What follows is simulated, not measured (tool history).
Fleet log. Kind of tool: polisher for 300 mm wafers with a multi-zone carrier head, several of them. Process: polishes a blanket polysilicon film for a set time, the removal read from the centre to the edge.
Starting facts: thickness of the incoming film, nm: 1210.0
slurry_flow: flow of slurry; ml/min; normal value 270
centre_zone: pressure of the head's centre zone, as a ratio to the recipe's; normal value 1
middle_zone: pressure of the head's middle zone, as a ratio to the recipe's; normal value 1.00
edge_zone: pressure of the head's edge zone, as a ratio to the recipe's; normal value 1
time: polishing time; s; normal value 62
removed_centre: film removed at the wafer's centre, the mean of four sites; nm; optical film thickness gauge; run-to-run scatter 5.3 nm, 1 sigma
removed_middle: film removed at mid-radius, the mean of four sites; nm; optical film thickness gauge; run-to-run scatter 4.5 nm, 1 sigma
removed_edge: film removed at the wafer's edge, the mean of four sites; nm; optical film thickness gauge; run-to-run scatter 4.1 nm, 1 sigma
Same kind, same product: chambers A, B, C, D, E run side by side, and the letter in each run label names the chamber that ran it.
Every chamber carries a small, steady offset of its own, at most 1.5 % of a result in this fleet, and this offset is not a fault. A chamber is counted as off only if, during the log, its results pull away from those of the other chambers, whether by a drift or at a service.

| run | hour | slurry_flow | centre_zone | middle_zone | edge_zone | time | removed_centre | removed_middle | removed_edge |
|---|---|---|---|---|---|---|---|---|---|
|  | 5.4 | chamber B: worn pad replaced by a new one |
| 1C | 8.5 | 270 | 1 | 1.00 | 1 | 62 | 399.94 | 398.68 | 400.49 |
|  | 12.2 | chamber D: slurry nozzle cleaned |
|  | 17.2 | chamber B: edge zone pressure recalibrated |
| 2D | 19.9 | 270 | 1 | 1.00 | 1 | 62 | 407.91 | 405.00 | 394.19 |
|  | 23.4 | chamber D: worn pad replaced by a new one |
|  | 29.9 | chamber A: slurry nozzle cleaned |
| 3A | 31.3 | 270 | 1 | 1.00 | 1 | 62 | 401.79 | 397.02 | 400.24 |
| 4E | 39.9 | 270 | 1 | 1.00 | 1 | 62 | 388.67 | 398.29 | 402.78 |
|  | 46.4 | chamber E: worn pad replaced by a new one |
| 5B | 49.7 | 270 | 1 | 1.00 | 1 | 62 | 401.39 | 400.38 | 395.25 |
|  | 50.2 | chamber C: worn pad replaced by a new one |
|  | 56.6 | chamber A: centre zone pressure recalibrated |
| 6A | 61.6 | 270 | 1 | 1.00 | 1 | 62 | 396.87 | 388.75 | 393.14 |
|  | 62.5 | chamber A: worn pad replaced by a new one |
| 7E | 72.9 | 270 | 1 | 1.00 | 1 | 62 | 393.00 | 396.62 | 389.52 |
|  | 81.1 | chamber D: worn pad replaced by a new one |
| 8B | 84.3 | 270 | 1 | 1.00 | 1 | 62 | 404.09 | 397.11 | 404.08 |
| 9D | 92.2 | 270 | 1 | 1.00 | 1 | 62 | 398.40 | 404.45 | 397.74 |
|  | 100.3 | chamber B: worn pad replaced by a new one |
| 10C | 100.5 | 270 | 1 | 1.00 | 1 | 62 | 406.25 | 390.11 | 405.67 |
| 11B | 112.3 | 270 | 1 | 1.00 | 1 | 62 | 398.18 | 412.40 | 400.95 |
| 12C | 118.0 | 270 | 1 | 1.00 | 1 | 62 | 404.18 | 393.32 | 403.78 |
|  | 118.6 | chamber E: worn pad replaced by a new one |
|  | 125.4 | chamber C: worn pad replaced by a new one |
| 13E | 127.1 | 270 | 1 | 1.00 | 1 | 62 | 392.29 | 400.00 | 397.10 |
| 14D | 136.9 | 270 | 1 | 1.00 | 1 | 62 | 397.49 | 399.60 | 392.96 |
|  | 147.4 | chamber D: worn pad replaced by a new one |
| 15A | 147.6 | 270 | 1 | 1.00 | 1 | 62 | 396.95 | 396.28 | 396.69 |
| 16D | 155.6 | 270 | 1 | 0.94 | 1 | 70 | 447.36 | 431.63 | 440.95 |
| 17B | 162.8 | 270 | 1 | 0.94 | 1 | 70 | 448.54 | 425.31 | 452.76 |
|  | 167.2 | chamber A: worn pad replaced by a new one |
|  | 172.7 | chamber E: slurry nozzle cleaned |
| 18C | 174.4 | 270 | 1 | 0.94 | 1 | 70 | 458.21 | 428.51 | 447.44 |
|  | 178.1 | chamber E: worn pad replaced by a new one |
| 19A | 183.0 | 270 | 1 | 0.94 | 1 | 70 | 455.28 | 425.18 | 441.77 |
|  | 185.9 | chamber B: worn pad replaced by a new one |
|  | 189.1 | chamber C: worn pad replaced by a new one |
| 20E | 190.0 | 270 | 1 | 0.94 | 1 | 70 | 448.68 | 424.68 | 459.06 |
| 21C | 199.1 | 270 | 1 | 1.00 | 1 | 62 | 391.90 | 402.19 | 403.38 |
|  | 203.1 | chamber D: worn pad replaced by a new one |
| 22D | 209.6 | 270 | 1 | 1.00 | 1 | 62 | 391.41 | 407.74 | 392.41 |
| 23B | 217.9 | 310 | 1 | 0.94 | 1 | 62 | 404.43 | 387.90 | 395.96 |
|  | 228.4 | chamber C: edge zone pressure recalibrated |
| 24E | 230.0 | 310 | 1 | 0.94 | 1 | 62 | 406.09 | 386.03 | 407.21 |
|  | 230.5 | chamber D: slurry nozzle cleaned |
| 25A | 236.0 | 310 | 1 | 0.94 | 1 | 62 | 402.45 | 382.12 | 396.24 |
|  | 236.5 | chamber E: worn pad replaced by a new one |
| 26D | 242.4 | 310 | 1 | 0.94 | 1 | 62 | 398.40 | 383.94 | 395.78 |
| 27C | 250.2 | 310 | 1 | 0.94 | 1 | 62 | 408.26 | 383.90 | 401.25 |
| 28B | 261.3 | 270 | 1 | 1.00 | 1 | 62 | 403.14 | 393.70 | 400.54 |
|  | 261.6 | chamber C: slurry nozzle cleaned |
|  | 262.1 | chamber C: worn pad replaced by a new one |
|  | 272.2 | chamber D: worn pad replaced by a new one |
| 29E | 272.5 | 270 | 1 | 1.00 | 1 | 62 | 400.70 | 410.33 | 407.44 |
| 30A | 279.9 | 270 | 1 | 1.00 | 1 | 62 | 398.77 | 392.18 | 394.20 |
|  | 280.2 | chamber A: worn pad replaced by a new one |
| 31B | 288.9 | 270 | 1 | 1.00 | 1 | 62 | 402.59 | 398.75 | 396.40 |
| 32D | 299.5 | 270 | 1 | 0.90 | 1 | 62 | 396.93 | 364.63 | 397.09 |
| 33A | 305.7 | 270 | 1 | 0.90 | 1 | 62 | 393.09 | 358.54 | 407.96 |
| 34C | 312.1 | 270 | 1 | 0.90 | 1 | 62 | 405.48 | 359.87 | 409.10 |
|  | 313.2 | chamber E: worn pad replaced by a new one |
| 35E | 320.8 | 270 | 1 | 0.90 | 1 | 62 | 400.83 | 363.12 | 400.80 |
| 36D | 327.3 | 270 | 1 | 0.90 | 1 | 62 | 394.01 | 370.74 | 397.83 |

Predict what each chamber gives when all 5 of them run the settings below next.
| 37A | 336.2 | 305 | 1 | 1.00 | 1 | 62 | ? | ? | ? |
| 37B | 336.2 | 305 | 1 | 1.00 | 1 | 62 | ? | ? | ? |
| 37C | 336.2 | 305 | 1 | 1.00 | 1 | 62 | ? | ? | ? |
| 37D | 336.2 | 305 | 1 | 1.00 | 1 | 62 | ? | ? | ? |
| 37E | 336.2 | 305 | 1 | 1.00 | 1 | 62 | ? | ? | ? |

| run | removed_centre | removed_middle | removed_edge |
|---|---|---|---|
| 37A | 404.61 | 406.06 | 404.56 |
| 37B | 405.35 | 399.48 | 404.91 |
| 37C | 414.76 | 406.20 | 400.72 |
| 37D | 406.97 | 407.76 | 397.63 |
| 37E | 403.17 | 412.89 | 406.03 |
